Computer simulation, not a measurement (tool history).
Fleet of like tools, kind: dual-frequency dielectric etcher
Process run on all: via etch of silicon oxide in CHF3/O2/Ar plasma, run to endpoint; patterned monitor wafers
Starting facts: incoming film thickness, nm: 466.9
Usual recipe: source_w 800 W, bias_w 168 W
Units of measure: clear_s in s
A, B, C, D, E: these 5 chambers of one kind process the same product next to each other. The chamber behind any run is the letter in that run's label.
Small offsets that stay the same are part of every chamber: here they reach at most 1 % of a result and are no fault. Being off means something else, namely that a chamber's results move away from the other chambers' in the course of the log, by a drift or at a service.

run	day	source_w	bias_w	hours since the last wet clean	hours since the last source power generator calibration	hours since the last bias power generator calibration	clear_s
1D	0.204	800	168	34.4	2260.6	1729.8	218.1
2A	0.425	800	168	520.9	89.7	1946.6	216.23
3C	0.671	800	168	390	4045.7	3689.1	216.85
# day 0.692: chamber A: wet clean of the chamber
# day 0.758: chamber C: bias power generator calibrated
4B	0.812	800	168	154.7	2317.3	1464.8	216.16
5E	1.021	700	197	476.2	2364.3	1835.5	215.38
6A	1.217	700	197	12.6	108.7	1965.6	214.67
7E	1.346	700	197	484	2372.1	1843.3	215.61
8B	1.471	700	197	170.5	2333.1	1480.6	215.95
9D	1.708	700	197	70.5	2296.7	1765.9	217.67
10C	1.958	800	168	420.9	4076.6	28.8	215.5
11B	2.188	800	168	187.7	2350.3	1497.8	216.59
12E	2.375	800	168	508.7	2396.8	1868	214.68
13D	2.542	800	168	90.5	2316.7	1785.9	217.9
14A	2.708	730	148	48.4	144.5	2001.4	232.5
15C	2.842	730	148	442.1	4097.8	50	232.55
16E	3.088	730	148	525.8	2413.9	1885.1	232.41
17B	3.283	730	148	214	2376.6	1524.1	232.37
18D	3.492	730	148	113.3	2339.5	1808.7	235.24
19A	3.638	870	129	70.7	166.8	2023.7	226.52
20C	3.8	870	129	465.1	4120.8	73	226.18
# day 3.85: chamber E: wet clean of the chamber
21A	4.054	870	129	80.7	176.8	2033.7	228.59
22E	4.238	870	129	9.4	2441.5	1912.7	228.69
# day 4.346: chamber C: wet clean of the chamber
23D	4.383	870	129	134.7	2360.9	1830.1	230.91
24C	4.592	800	168	6	4139.8	92	223.8
25B	4.825	960	128	251	2413.6	1561.1	219.9
26D	5.012	960	128	149.8	2376	1845.2	220.63
27C	5.192	960	128	20.4	4154.2	106.4	229.37
28A	5.367	960	128	112.2	208.3	2065.2	215.63
29E	5.592	960	128	41.9	2474	1945.2	219.38
30B	5.762	800	141	273.5	2436.1	1583.6	229.17
31B	6.042	800	141	280.2	2442.8	1590.3	228.62
32A	6.204	800	141	132.3	228.4	2085.3	227.09
33E	6.346	800	141	60	2492.1	1963.3	227.86
34D	6.5	800	141	185.5	2411.7	1880.9	230.97
35C	6.758	800	168	58	4191.8	144	224.34
36B	6.904	800	168	300.9	2463.5	1611	215.9
37E	7.175	800	168	79.9	2512	1983.2	216.61
38C	7.454	800	168	74.7	4208.5	160.7	224.67
39D	7.658	990	153	213.3	2439.5	1908.7	205.64
40A	7.783	990	153	170.2	266.3	2123.2	203.4
41D	8	990	153	221.5	2447.7	1916.9	206.76
42C	8.183	990	153	92.2	4226	178.2	213.63
43E	8.433	990	153	110.1	2542.2	2013.4	202.95

Does one chamber stand apart from the rest, does the shared gauge drift, or is all well apart from small per-chamber offsets? Give the chamber and the most likely cause, where there is one.

After it was serviced, chamber C no longer matches the other chambers.
Most likely cause: etch rate under this chamber's usual, % = 4.22.

Here are 4 candidates for chamber C's next run, each the usual settings with a change, their results left as question marks. Which one brings its results back in line with what the others give on the usual settings?
In line means no further than this from the other chambers' mean on the usual settings: clear_s 3.3 s
44C-1	8.638	810	170				?
44C-2	8.638	750	160				?
44C-3	8.638	850	176				?
44C-4	8.638	790	166				?

On the usual settings, the other chambers give on average: clear_s 216.54 s
run	clear_s
44C-1	223.94
44C-2	235.23
44C-3	217.37
44C-4	227.85
With 44C-3, the chamber falls back in line with the rest.
